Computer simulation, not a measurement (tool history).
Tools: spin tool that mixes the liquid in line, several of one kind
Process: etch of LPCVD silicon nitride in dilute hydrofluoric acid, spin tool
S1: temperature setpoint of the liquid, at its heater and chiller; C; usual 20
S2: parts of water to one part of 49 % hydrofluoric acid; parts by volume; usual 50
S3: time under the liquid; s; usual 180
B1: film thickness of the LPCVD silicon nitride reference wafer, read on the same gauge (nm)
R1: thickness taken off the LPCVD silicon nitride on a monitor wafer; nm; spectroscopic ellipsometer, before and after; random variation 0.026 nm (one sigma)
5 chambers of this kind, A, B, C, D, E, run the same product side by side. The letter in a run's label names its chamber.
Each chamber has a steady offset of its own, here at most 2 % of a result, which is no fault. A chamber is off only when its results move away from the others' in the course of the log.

{"run": "1C", "hour": 7.2, "S1": 20, "S2": 50, "S3": 180, "B1": 39.996, "R1": 1.2971}
{"run": "2E", "hour": 14.8, "S1": 20, "S2": 50, "S3": 180, "B1": 40.015, "R1": 1.2963}
{"run": "3D", "hour": 20.2, "S1": 20, "S2": 50, "S3": 180, "B1": 39.99, "R1": 1.3171}
{"run": "4A", "hour": 27.2, "S1": 20, "S2": 50, "S3": 180, "B1": 39.99, "R1": 1.3072}
{"run": "5B", "hour": 32.5, "S1": 20, "S2": 50, "S3": 180, "B1": 39.986, "R1": 1.3846}
{"run": "6E", "hour": 37.8, "S1": 20, "S2": 50, "S3": 180, "B1": 39.995, "R1": 1.3383}
{"run": "7D", "hour": 44.7, "S1": 20, "S2": 50, "S3": 180, "B1": 39.971, "R1": 1.3231}
{"run": "8A", "hour": 51.6, "S1": 20, "S2": 50, "S3": 180, "B1": 40.038, "R1": 1.3383}
{"run": "9C", "hour": 57.3, "S1": 20, "S2": 50, "S3": 180, "B1": 40.01, "R1": 1.3666}
{"run": "10B", "hour": 67.0, "S1": 20, "S2": 50, "S3": 180, "B1": 40.007, "R1": 1.3556}
{"run": "11B", "hour": 76.5, "S1": 20, "S2": 50, "S3": 180, "B1": 40.032, "R1": 1.3672}
{"run": "12A", "hour": 86.3, "S1": 20, "S2": 50, "S3": 180, "B1": 40.008, "R1": 1.3449}
{"run": "13E", "hour": 91.0, "S1": 20, "S2": 50, "S3": 180, "B1": 40.006, "R1": 1.3272}
{"run": "14D", "hour": 95.7, "S1": 20, "S2": 50, "S3": 180, "B1": 40.018, "R1": 1.3439}
{"run": "15C", "hour": 101.7, "S1": 20, "S2": 50, "S3": 180, "B1": 40.016, "R1": 1.363}
{"run": "16A", "hour": 106.9, "S1": 20, "S2": 50, "S3": 180, "B1": 39.987, "R1": 1.3317}
{"hour": 107.9, "done": "chamber C: thermometer replaced"}
{"run": "17C", "hour": 114.7, "S1": 20, "S2": 50, "S3": 180, "B1": 40.024, "R1": 1.2867}
{"run": "18B", "hour": 121.6, "S1": 20, "S2": 50, "S3": 180, "B1": 40.002, "R1": 1.4085}
{"run": "19E", "hour": 126.3, "S1": 20, "S2": 50, "S3": 180, "B1": 39.978, "R1": 1.3256}
{"hour": 127.2, "done": "chamber B: hydrofluoric acid flow meter replaced"}
{"run": "20D", "hour": 136.0, "S1": 20, "S2": 50, "S3": 180, "B1": 40.004, "R1": 1.3738}
{"run": "21C", "hour": 145.4, "S1": 20, "S2": 50, "S3": 180, "B1": 39.97, "R1": 1.3011}
{"run": "22D", "hour": 153.6, "S1": 20, "S2": 50, "S3": 180, "B1": 40.022, "R1": 1.3123}
{"run": "23A", "hour": 161.6, "S1": 20, "S2": 50, "S3": 285, "B1": 39.973, "R1": 2.0944}
{"run": "24B", "hour": 170.8, "S1": 20, "S2": 50, "S3": 285, "B1": 40.023, "R1": 2.2218}
{"run": "25E", "hour": 175.6, "S1": 20, "S2": 50, "S3": 285, "B1": 39.997, "R1": 2.055}
{"run": "26A", "hour": 182.7, "S1": 20, "S2": 50, "S3": 285, "B1": 40.002, "R1": 2.172}
{"run": "27D", "hour": 190.0, "S1": 20, "S2": 50, "S3": 285, "B1": 40.027, "R1": 2.1096}
{"run": "28C", "hour": 196.4, "S1": 20, "S2": 50, "S3": 180, "B1": 39.991, "R1": 1.3132}
{"run": "29E", "hour": 202.7, "S1": 20, "S2": 50, "S3": 180, "B1": 40.024, "R1": 1.3257}
{"hour": 208.6, "done": "chamber A: thermometer replaced"}
{"run": "30B", "hour": 210.1, "S1": 20, "S2": 50, "S3": 180, "B1": 39.979, "R1": 1.3499}
{"run": "31E", "hour": 219.1, "S1": 20, "S2": 50, "S3": 180, "B1": 39.997, "R1": 1.3764}
{"run": "32B", "hour": 226.4, "S1": 20, "S2": 50, "S3": 180, "B1": 40.002, "R1": 1.3417}
{"run": "33D", "hour": 232.0, "S1": 24.5, "S2": 40, "S3": 180, "B1": 40.03, "R1": 2.3395}
{"run": "34A", "hour": 241.3, "S1": 24.5, "S2": 40, "S3": 180, "B1": 39.976, "R1": 2.2226}
{"run": "35C", "hour": 250.8, "S1": 24.5, "S2": 40, "S3": 180, "B1": 40.02, "R1": 2.3241}

All 5 chambers run these settings next. Forecast each chamber's results:
{"run": "36A", "hour": 257.9, "S1": 20, "S2": 50, "S3": 225, "R1": "?"}
{"run": "36B", "hour": 257.9, "S1": 20, "S2": 50, "S3": 225, "R1": "?"}
{"run": "36C", "hour": 257.9, "S1": 20, "S2": 50, "S3": 225, "R1": "?"}
{"run": "36D", "hour": 257.9, "S1": 20, "S2": 50, "S3": 225, "R1": "?"}
{"run": "36E", "hour": 257.9, "S1": 20, "S2": 50, "S3": 225, "R1": "?"}

run=36A R1=1.6635
run=36B R1=1.7094
run=36C R1=1.6332
run=36D R1=1.659
run=36E R1=1.6181
